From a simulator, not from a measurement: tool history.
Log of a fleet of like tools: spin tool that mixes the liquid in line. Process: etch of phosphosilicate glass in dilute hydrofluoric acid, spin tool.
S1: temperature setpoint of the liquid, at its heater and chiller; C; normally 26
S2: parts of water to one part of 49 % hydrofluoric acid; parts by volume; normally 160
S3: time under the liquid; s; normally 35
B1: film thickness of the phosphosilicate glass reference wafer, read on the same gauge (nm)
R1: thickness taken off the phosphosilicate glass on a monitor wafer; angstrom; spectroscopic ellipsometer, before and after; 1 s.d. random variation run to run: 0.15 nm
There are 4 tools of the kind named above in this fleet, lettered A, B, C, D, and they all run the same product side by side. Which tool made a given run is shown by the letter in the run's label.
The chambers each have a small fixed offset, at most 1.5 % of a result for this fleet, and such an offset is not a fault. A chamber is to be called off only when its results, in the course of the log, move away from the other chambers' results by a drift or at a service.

| run | day | S1 | S2 | S3 | B1 | R1 |
|---|---|---|---|---|---|---|
| 1B | 0.325 | 26 | 160 | 35 | 119.99 | 165.09 |
| 2C | 0.7 | 26 | 160 | 35 | 120 | 156.54 |
| 3D | 1.125 | 26 | 160 | 35 | 119.99 | 164.45 |
| 4A | 1.429 | 26 | 160 | 35 | 119.99 | 162.3 |
| 5D | 1.908 | 26 | 160 | 35 | 120.02 | 165.57 |
| 6C | 2.342 | 26 | 160 | 35 | 119.97 | 156.97 |
| 7B | 2.854 | 26 | 160 | 35 | 120.02 | 165.27 |
| 8A | 3.138 | 26 | 160 | 35 | 120.03 | 159.78 |
| 9A | 3.5 | 26 | 160 | 35 | 119.99 | 161.21 |
| 10D | 3.971 | 26 | 160 | 35 | 120.01 | 164.53 |
| 11B | 4.404 | 28 | 160 | 35 | 120 | 171.9 |
| 12C | 4.925 | 28 | 160 | 35 | 120.02 | 172.53 |
| 13A | 5.317 | 28 | 160 | 35 | 119.99 | 176.28 |
|  | 5.479 | chamber A: thermometer replaced |
| 14B | 5.6 | 28 | 160 | 35 | 119.99 | 175.1 |
| 15C | 6.038 | 26 | 160 | 35 | 119.98 | 160.5 |
| 16D | 6.458 | 26 | 160 | 35 | 120.01 | 161.95 |
| 17A | 6.896 | 26 | 160 | 35 | 120 | 161.01 |
| 18B | 7.333 | 26 | 160 | 35 | 119.98 | 161.41 |
| 19D | 7.729 | 26 | 160 | 35 | 120.02 | 164.46 |
| 20C | 8.175 | 30.5 | 200 | 35 | 119.99 | 141.33 |
| 21A | 8.488 | 30.5 | 200 | 35 | 119.97 | 144.66 |
| 22B | 8.812 | 30.5 | 200 | 35 | 119.99 | 141.06 |
| 23C | 9.379 | 30.5 | 200 | 35 | 120 | 141.7 |
| 24D | 9.892 | 26 | 160 | 35 | 119.97 | 164.29 |
| 25C | 10.417 | 26 | 160 | 35 | 120 | 158.24 |
| 26A | 10.792 | 26 | 160 | 35 | 119.98 | 163.46 |
| 27B | 11.262 | 26 | 160 | 35 | 119.99 | 156.99 |
| 28D | 11.542 | 26 | 160 | 35 | 120.03 | 160.55 |
| 29A | 12.054 | 26 | 160 | 35 | 120.01 | 162.91 |
|  | 12.296 | chamber C: hydrofluoric acid flow meter replaced |
| 30C | 12.375 | 26 | 160 | 35 | 119.98 | 162.3 |
| 31B | 12.738 | 26 | 160 | 35 | 119.99 | 153.73 |
| 32D | 13.238 | 26 | 160 | 35 | 120.02 | 162.75 |
| 33B | 13.788 | 26 | 160 | 35 | 120 | 153.93 |
| 34C | 14.346 | 26 | 160 | 35 | 120 | 158.7 |
| 35A | 14.654 | 26 | 160 | 35 | 120.01 | 161.61 |
| 36D | 14.975 | 26 | 160 | 35 | 120 | 165.27 |
| 37C | 15.429 | 26 | 160 | 35 | 120 | 158.6 |
| 38D | 15.833 | 26 | 160 | 35 | 120 | 162.73 |
| 39A | 16.379 | 26 | 160 | 35 | 120 | 161.69 |
| 40B | 16.696 | 26 | 160 | 35 | 120 | 147.6 |
| 41D | 17.2 | 26 | 160 | 35 | 120 | 162.42 |
| 42B | 17.75 | 26 | 160 | 35 | 119.98 | 145.09 |

What goes on in this fleet: one chamber off, a drifting gauge, or nothing beyond the chambers' own small offsets? Name the chamber and the cause, if any.

It is chamber B that slowly wanders off from its peers.
Most likely cause: hydrofluoric acid flow below the setpoint (%) = 7.7.
The log may not tell that from: liquid colder than its thermometer reads (K).

Which of the 4 candidates below, each the usual settings with something changed and its results left as question marks, puts chamber B back in line with what the other chambers give on the usual settings?
Allowed miss from the other chambers' usual-settings mean, per result, to count as in line: R1 5.4 angstrom
| 43B-1 | 18.162 | 26 | 170 | 35 |  | ? |
| 43B-2 | 18.162 | 25.5 | 160 | 35 |  | ? |
| 43B-3 | 18.162 | 26 | 150 | 35 |  | ? |
| 43B-4 | 18.162 | 26.5 | 160 | 35 |  | ? |

Average result of the remaining chambers running the usual settings: R1 161.65 angstrom
| run | R1 |
|---|---|
| 43B-1 | 137.68 |
| 43B-2 | 145.46 |
| 43B-3 | 160.12 |
| 43B-4 | 150.91 |
It is 43B-3 that realigns the chamber with its peers.
